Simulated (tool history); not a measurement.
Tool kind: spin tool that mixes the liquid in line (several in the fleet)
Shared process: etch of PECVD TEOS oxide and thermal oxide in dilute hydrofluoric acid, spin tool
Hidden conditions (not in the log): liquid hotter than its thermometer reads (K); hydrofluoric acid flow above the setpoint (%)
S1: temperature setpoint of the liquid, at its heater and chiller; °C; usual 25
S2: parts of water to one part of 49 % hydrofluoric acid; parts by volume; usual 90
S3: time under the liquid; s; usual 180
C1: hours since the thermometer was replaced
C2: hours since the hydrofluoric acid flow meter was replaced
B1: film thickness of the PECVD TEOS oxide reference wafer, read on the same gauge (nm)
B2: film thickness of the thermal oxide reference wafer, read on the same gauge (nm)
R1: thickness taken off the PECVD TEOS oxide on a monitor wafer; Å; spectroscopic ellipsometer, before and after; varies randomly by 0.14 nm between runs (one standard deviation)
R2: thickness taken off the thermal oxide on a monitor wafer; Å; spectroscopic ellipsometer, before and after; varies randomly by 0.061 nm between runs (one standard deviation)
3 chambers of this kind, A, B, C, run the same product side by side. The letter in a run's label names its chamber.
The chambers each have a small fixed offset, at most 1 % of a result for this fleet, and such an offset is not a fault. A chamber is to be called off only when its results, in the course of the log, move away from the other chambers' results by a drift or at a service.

Run 1C, hour 6.7: usual settings; C1 2643.2; C2 346.3; B1 110; B2 130.01. Result: R1 180.35 Å, R2 102.03 Å.
Run 2A, hour 13.6: usual settings; C1 123.4; C2 518.1; B1 109.99; B2 130.01. Result: R1 179.23 Å, R2 100.48 Å.
Run 3B, hour 21.2: usual settings; C1 1215.7; C2 2033.1; B1 110; B2 129.99. Result: R1 182.67 Å, R2 101 Å.
Run 4B, hour 27: usual settings; C1 1221.5; C2 2038.9; B1 110; B2 129.98. Result: R1 180.8 Å, R2 101.27 Å.
Run 5A, hour 33: usual settings; C1 142.8; C2 537.5; B1 110.02; B2 129.99. Result: R1 176.84 Å, R2 101.41 Å.
Run 6C, hour 40.7: usual settings; C1 2677.2; C2 380.3; B1 109.99; B2 130. Result: R1 180.13 Å, R2 100.84 Å.
Run 7C, hour 46.6: usual settings but S1 29.5 °C, S3 85 s; C1 2683.1; C2 386.2; B1 110.01; B2 130.01. Result: R1 102.12 Å, R2 56.749 Å.
At hour 52.9: chamber C: thermometer replaced.
Run 8B, hour 54: usual settings but S1 29.5 °C, S3 85 s; C1 1248.5; C2 2065.9; B1 110; B2 130.01. Result: R1 102.72 Å, R2 56.196 Å.
Run 9A, hour 58.6: usual settings but S1 29.5 °C, S3 85 s; C1 168.4; C2 563.1; B1 110.01; B2 130.02. Result: R1 100.31 Å, R2 56.72 Å.
At hour 59.1: chamber A: hydrofluoric acid flow meter replaced.
Run 10A, hour 67.5: usual settings; C1 177.3; C2 8.4; B1 110.01; B2 129.99. Result: R1 178.28 Å, R2 100.29 Å.
Run 11B, hour 72.1: usual settings; C1 1266.6; C2 2084; B1 109.96; B2 129.99. Result: R1 179.93 Å, R2 100.21 Å.
Run 12C, hour 79.2: usual settings; C1 26.4; C2 418.8; B1 110; B2 129.97. Result: R1 179.84 Å, R2 100.58 Å.
Run 13C, hour 84.4: usual settings; C1 31.6; C2 424; B1 110; B2 130. Result: R1 179.59 Å, R2 100.46 Å.
Run 14A, hour 93.2: usual settings; C1 203; C2 34.1; B1 110.02; B2 129.95. Result: R1 178.88 Å, R2 101.22 Å.
Run 15B, hour 102: usual settings; C1 1296.5; C2 2113.9; B1 109.99; B2 130.03. Result: R1 178.76 Å, R2 101.03 Å.
Run 16A, hour 111: usual settings; C1 220.8; C2 51.9; B1 110; B2 130. Result: R1 182.25 Å, R2 100.01 Å.
Run 17B, hour 116.4: usual settings; C1 1310.9; C2 2128.3; B1 110.02; B2 130.01. Result: R1 181.77 Å, R2 100.18 Å.
Run 18C, hour 120.9: usual settings; C1 68.1; C2 460.5; B1 110.03; B2 130.03. Result: R1 180.26 Å, R2 101.19 Å.
Run 19B, hour 129.2: usual settings but S3 145 s; C1 1323.7; C2 2141.1; B1 109.98; B2 130.03. Result: R1 149.19 Å, R2 81.629 Å.
Run 20C, hour 136.3: usual settings but S3 145 s; C1 83.5; C2 475.9; B1 109.98; B2 130. Result: R1 147.37 Å, R2 81.242 Å.
Run 21A, hour 142.3: usual settings but S3 145 s; C1 252.1; C2 83.2; B1 109.99; B2 130. Result: R1 144.42 Å, R2 81.581 Å.
Run 22B, hour 150.4: usual settings; C1 1344.9; C2 2162.3; B1 110; B2 130.04. Result: R1 182.09 Å, R2 101.6 Å.
Run 23C, hour 159.7: usual settings; C1 106.9; C2 499.3; B1 110.01; B2 130.01. Result: R1 180.45 Å, R2 101.36 Å.
Run 24A, hour 169.6: usual settings; C1 279.4; C2 110.5; B1 110; B2 130.01. Result: R1 180.83 Å, R2 100.94 Å.
Run 25C, hour 177.9: usual settings; C1 125.1; C2 517.5; B1 110.01; B2 129.98. Result: R1 180.89 Å, R2 100.95 Å.
Run 26A, hour 184.3: usual settings; C1 294.1; C2 125.2; B1 110.03; B2 129.99. Result: R1 179.41 Å, R2 101.31 Å.
Run 27B, hour 189.8: usual settings; C1 1384.3; C2 2201.7; B1 109.98; B2 130.02. Result: R1 182.77 Å, R2 100.56 Å.
Run 28A, hour 196.9: usual settings; C1 306.7; C2 137.8; B1 109.99; B2 130.03. Result: R1 180 Å, R2 101.1 Å.
Run 29C, hour 204.3: usual settings; C1 151.5; C2 543.9; B1 110.02; B2 130.01. Result: R1 182.68 Å, R2 101.72 Å.

For the next run the whole fleet of 3 chambers uses the same settings. Give each chamber's results:
Run 30A, hour 211.6: usual settings. Result: R1 ?, R2 ?.
Run 30B, hour 211.6: usual settings. Result: R1 ?, R2 ?.
Run 30C, hour 211.6: usual settings. Result: R1 ?, R2 ?.

run      R1      R2
30A  179.81  100.98
30B  183.94  100.46
30C  181.54  101.47
